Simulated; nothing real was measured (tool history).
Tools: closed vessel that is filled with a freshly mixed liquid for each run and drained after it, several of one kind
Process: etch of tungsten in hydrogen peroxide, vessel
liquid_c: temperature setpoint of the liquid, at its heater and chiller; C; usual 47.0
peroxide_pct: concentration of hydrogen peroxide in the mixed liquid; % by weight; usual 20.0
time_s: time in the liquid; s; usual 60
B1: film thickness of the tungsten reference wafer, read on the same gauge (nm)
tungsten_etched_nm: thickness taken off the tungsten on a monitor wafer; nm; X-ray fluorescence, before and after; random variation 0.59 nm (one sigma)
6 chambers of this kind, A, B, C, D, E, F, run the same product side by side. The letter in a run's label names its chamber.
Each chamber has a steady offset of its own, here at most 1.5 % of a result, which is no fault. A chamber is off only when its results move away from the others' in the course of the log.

{"run": "1D", "hour": 6.8, "liquid_c": 47.0, "peroxide_pct": 20.0, "time_s": 60, "B1": 100.01, "tungsten_etched_nm": 119.97}
{"hour": 10.6, "done": "chamber F: thermometer replaced"}
{"hour": 14.8, "done": "chamber A: thermometer replaced"}
{"run": "2A", "hour": 20.4, "liquid_c": 47.0, "peroxide_pct": 20.0, "time_s": 60, "B1": 100.01, "tungsten_etched_nm": 121.58}
{"run": "3F", "hour": 28.3, "liquid_c": 47.0, "peroxide_pct": 20.0, "time_s": 60, "B1": 99.971, "tungsten_etched_nm": 122.28}
{"run": "4E", "hour": 41.6, "liquid_c": 47.0, "peroxide_pct": 20.0, "time_s": 60, "B1": 99.987, "tungsten_etched_nm": 121.99}
{"hour": 48.9, "done": "chamber B: thermometer replaced"}
{"run": "5C", "hour": 50.9, "liquid_c": 47.0, "peroxide_pct": 20.0, "time_s": 60, "B1": 99.995, "tungsten_etched_nm": 121.35}
{"run": "6B", "hour": 60.2, "liquid_c": 47.0, "peroxide_pct": 20.0, "time_s": 60, "B1": 99.973, "tungsten_etched_nm": 121.22}
{"run": "7D", "hour": 68.5, "liquid_c": 47.0, "peroxide_pct": 20.0, "time_s": 60, "B1": 99.969, "tungsten_etched_nm": 119.65}
{"run": "8C", "hour": 75.5, "liquid_c": 47.0, "peroxide_pct": 20.0, "time_s": 60, "B1": 100.03, "tungsten_etched_nm": 120.94}
{"run": "9B", "hour": 84.4, "liquid_c": 41.5, "peroxide_pct": 15.5, "time_s": 60, "B1": 99.975, "tungsten_etched_nm": 75.511}
{"run": "10A", "hour": 91.1, "liquid_c": 41.5, "peroxide_pct": 15.5, "time_s": 60, "B1": 99.975, "tungsten_etched_nm": 74.903}
{"run": "11F", "hour": 98.3, "liquid_c": 41.5, "peroxide_pct": 15.5, "time_s": 60, "B1": 100.04, "tungsten_etched_nm": 76.367}
{"run": "12E", "hour": 109.4, "liquid_c": 41.5, "peroxide_pct": 15.5, "time_s": 60, "B1": 100.01, "tungsten_etched_nm": 76.826}
{"hour": 110.5, "done": "chamber C: new drum of peroxide connected"}
{"run": "13A", "hour": 123.9, "liquid_c": 41.5, "peroxide_pct": 15.5, "time_s": 60, "B1": 100.0, "tungsten_etched_nm": 75.042}
{"run": "14D", "hour": 137.1, "liquid_c": 41.5, "peroxide_pct": 15.5, "time_s": 60, "B1": 99.996, "tungsten_etched_nm": 74.37}
{"hour": 142.7, "done": "chamber F: new drum of peroxide connected"}
{"run": "15C", "hour": 145.1, "liquid_c": 47.0, "peroxide_pct": 20.0, "time_s": 60, "B1": 99.988, "tungsten_etched_nm": 122.1}
{"run": "16B", "hour": 154.3, "liquid_c": 47.0, "peroxide_pct": 20.0, "time_s": 60, "B1": 99.996, "tungsten_etched_nm": 121.04}
{"run": "17F", "hour": 166.6, "liquid_c": 47.0, "peroxide_pct": 20.0, "time_s": 60, "B1": 99.974, "tungsten_etched_nm": 123.55}
{"hour": 167.9, "done": "chamber E: new drum of peroxide connected"}
{"run": "18E", "hour": 175.0, "liquid_c": 47.0, "peroxide_pct": 20.0, "time_s": 60, "B1": 100.05, "tungsten_etched_nm": 122.68}
{"run": "19E", "hour": 185.8, "liquid_c": 47.0, "peroxide_pct": 20.0, "time_s": 60, "B1": 100.02, "tungsten_etched_nm": 122.72}
{"hour": 193.4, "done": "chamber E: thermometer replaced"}
{"run": "20A", "hour": 194.5, "liquid_c": 47.0, "peroxide_pct": 20.0, "time_s": 60, "B1": 99.998, "tungsten_etched_nm": 121.57}
{"run": "21D", "hour": 205.5, "liquid_c": 47.0, "peroxide_pct": 20.0, "time_s": 60, "B1": 99.944, "tungsten_etched_nm": 120.59}
{"run": "22C", "hour": 217.4, "liquid_c": 47.0, "peroxide_pct": 20.0, "time_s": 60, "B1": 99.956, "tungsten_etched_nm": 121.55}
{"run": "23F", "hour": 224.9, "liquid_c": 47.0, "peroxide_pct": 20.0, "time_s": 60, "B1": 100.01, "tungsten_etched_nm": 123.52}
{"run": "24B", "hour": 235.8, "liquid_c": 47.0, "peroxide_pct": 20.0, "time_s": 60, "B1": 99.995, "tungsten_etched_nm": 121.82}
{"run": "25F", "hour": 242.5, "liquid_c": 47.0, "peroxide_pct": 20.0, "time_s": 60, "B1": 99.947, "tungsten_etched_nm": 122.61}
{"hour": 249.8, "done": "chamber C: peroxide flow meter replaced"}
{"run": "26C", "hour": 251.9, "liquid_c": 47.0, "peroxide_pct": 20.0, "time_s": 60, "B1": 99.99, "tungsten_etched_nm": 122.51}
{"run": "27B", "hour": 265.9, "liquid_c": 47.0, "peroxide_pct": 20.0, "time_s": 60, "B1": 99.983, "tungsten_etched_nm": 121.52}
{"run": "28D", "hour": 280.3, "liquid_c": 47.0, "peroxide_pct": 20.0, "time_s": 60, "B1": 99.972, "tungsten_etched_nm": 120.06}
{"run": "29A", "hour": 290.9, "liquid_c": 47.0, "peroxide_pct": 20.0, "time_s": 60, "B1": 99.99, "tungsten_etched_nm": 121.82}
{"hour": 292.1, "done": "chamber B: new drum of peroxide connected"}
{"run": "30E", "hour": 305.2, "liquid_c": 50.5, "peroxide_pct": 20.0, "time_s": 60, "B1": 100.02, "tungsten_etched_nm": 152.8}
{"run": "31C", "hour": 314.2, "liquid_c": 50.5, "peroxide_pct": 20.0, "time_s": 60, "B1": 99.952, "tungsten_etched_nm": 152.83}
{"run": "32A", "hour": 328.5, "liquid_c": 50.5, "peroxide_pct": 20.0, "time_s": 60, "B1": 99.99, "tungsten_etched_nm": 151.44}
{"run": "33F", "hour": 343.2, "liquid_c": 50.5, "peroxide_pct": 20.0, "time_s": 60, "B1": 100.04, "tungsten_etched_nm": 153.4}
{"run": "34B", "hour": 353.8, "liquid_c": 50.5, "peroxide_pct": 20.0, "time_s": 60, "B1": 99.974, "tungsten_etched_nm": 150.05}
{"run": "35E", "hour": 362.3, "liquid_c": 50.5, "peroxide_pct": 20.0, "time_s": 60, "B1": 99.993, "tungsten_etched_nm": 151.32}
{"run": "36D", "hour": 374.9, "liquid_c": 47.0, "peroxide_pct": 20.0, "time_s": 60, "B1": 100.01, "tungsten_etched_nm": 121.84}
{"run": "37B", "hour": 384.6, "liquid_c": 47.0, "peroxide_pct": 22.0, "time_s": 60, "B1": 100.04, "tungsten_etched_nm": 126.6}

What goes on in this fleet: one chamber off, a drifting gauge, or nothing beyond the chambers' own small offsets? Name the chamber and the cause, if any.

No chamber stands off beyond its own small offset, and the gauge holds steady.
